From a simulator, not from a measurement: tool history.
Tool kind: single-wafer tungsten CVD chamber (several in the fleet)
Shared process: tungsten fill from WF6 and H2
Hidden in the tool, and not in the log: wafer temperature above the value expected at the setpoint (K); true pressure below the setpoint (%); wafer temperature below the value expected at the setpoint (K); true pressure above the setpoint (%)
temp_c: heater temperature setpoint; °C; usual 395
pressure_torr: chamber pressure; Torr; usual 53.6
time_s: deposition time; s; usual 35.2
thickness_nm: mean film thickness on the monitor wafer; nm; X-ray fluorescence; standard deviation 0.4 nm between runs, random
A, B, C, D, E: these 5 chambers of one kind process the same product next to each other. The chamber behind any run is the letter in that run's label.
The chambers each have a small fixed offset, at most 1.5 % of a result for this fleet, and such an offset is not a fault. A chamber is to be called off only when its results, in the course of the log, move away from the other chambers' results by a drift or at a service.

run	day	temp_c	pressure_torr	time_s	hours since the last thermocouple change	hours since the last manometer calibration	read-back reference wafer on the same gauge, thickness_nm	thickness_nm
1A	0.508	395	53.6	35.2	1075.5	138.5	139.96	120.89
2D	1.017	395	53.6	35.2	95.6	905.2	139.89	122.71
3C	1.521	395	53.6	35.2	1142.2	1042.5	139.92	123.37
4E	1.912	395	53.6	35.2	1790.9	108.5	140.03	122.14
# day 1.996: chamber C: thermocouple changed; heater temperature recalibrated
5B	2.412	395	53.6	35.2	1199.5	1675.2	139.93	121.23
6E	2.879	395	53.6	35.2	1814.1	131.7	140.08	122.1
7C	3.208	395	53.6	35.2	29.1	1083	139.96	124.32
8D	3.592	395	53.6	35.2	157.4	967	140.07	122.7
9B	4.033	395	53.6	35.2	1238.4	1714.1	140.09	121.1
10A	4.425	395	53.6	35.2	1169.5	232.5	140	120.42
11A	4.758	395	53.6	35.2	1177.5	240.5	139.97	121.07
12B	5.246	395	53.6	35.2	1267.5	1743.2	139.94	121.01
13C	5.712	395	53.6	35.2	89.2	1143.1	139.92	123.57
14E	6.033	395	53.6	35.2	1889.8	207.4	140.02	122.69
15D	6.304	395	53.6	35.2	222.5	1032.1	139.98	121.55
16C	6.617	409	53.6	38.8	110.9	1164.8	139.98	174.7
17D	7.05	409	53.6	38.8	240.4	1050	139.91	174.09
18E	7.483	409	53.6	38.8	1924.6	242.2	139.94	172.74
19B	7.883	409	53.6	38.8	1330.8	1806.5	140.05	172.55
20A	8.146	409	53.6	38.8	1258.8	321.8	140.11	171.45
21C	8.446	395	53.6	35.2	154.8	1208.7	140.05	123.91
22A	8.771	395	53.6	35.2	1273.8	336.8	140.04	120.25
23E	9.188	395	53.6	35.2	1965.5	283.1	140.01	121.85
24D	9.471	395	53.6	35.2	298.5	1108.1	139.94	122.66
25B	9.762	395	53.6	35.2	1375.9	1851.6	140.03	121.33
26A	10.108	405	53.6	40.7	1305.9	368.9	139.98	167.37
# day 10.125: chamber C: capacitance manometer re-zeroed and calibrated
27E	10.588	405	53.6	40.7	1999.1	316.7	139.83	168.69
28B	10.912	405	53.6	40.7	1403.5	1879.2	140.01	169.41
29D	11.342	405	53.6	40.7	343.4	1153	139.97	171.08
30C	11.875	405	53.6	40.7	237.1	42.1	139.95	175.34
31E	12.175	395	53.6	35.2	2037.2	354.8	140.01	121.98
32D	12.642	395	53.6	35.2	374.6	1184.2	139.96	123.04
33A	13.046	395	53.6	35.2	1376.4	439.4	140.08	121.2
34B	13.342	408	53.6	35.2	1461.8	1937.5	140.03	153.81
# day 13.708: chamber E: thermocouple changed; heater temperature recalibrated
35C	13.75	408	53.6	35.2	282.1	87.1	140.06	158.89
36A	14.025	408	53.6	35.2	1399.9	462.9	140.04	152.78
37D	14.546	408	53.6	35.2	420.3	1229.9	139.91	154.79
38E	14.783	408	53.6	35.2	25.9	417.4	139.93	153.9
39C	15.05	395	53.6	35.2	313.3	118.3	140.02	125.89
40B	15.421	388	48.3	35.2	1511.7	1987.4	139.97	100.75
41E	15.938	388	48.3	35.2	53.6	445.1	139.94	101.46
42C	16.279	388	48.3	35.2	342.8	147.8	139.97	105.99

The same settings go to every chamber for the next run, one line per chamber below. Forecast the results for each:
43A	16.662	407	53.6	35.2				?
43B	16.662	407	53.6	35.2				?
43C	16.662	407	53.6	35.2				?
43D	16.662	407	53.6	35.2				?
43E	16.662	407	53.6	35.2				?

run	thickness_nm
43A	149.69
43B	151.77
43C	156.63
43D	152.86
43E	152.15

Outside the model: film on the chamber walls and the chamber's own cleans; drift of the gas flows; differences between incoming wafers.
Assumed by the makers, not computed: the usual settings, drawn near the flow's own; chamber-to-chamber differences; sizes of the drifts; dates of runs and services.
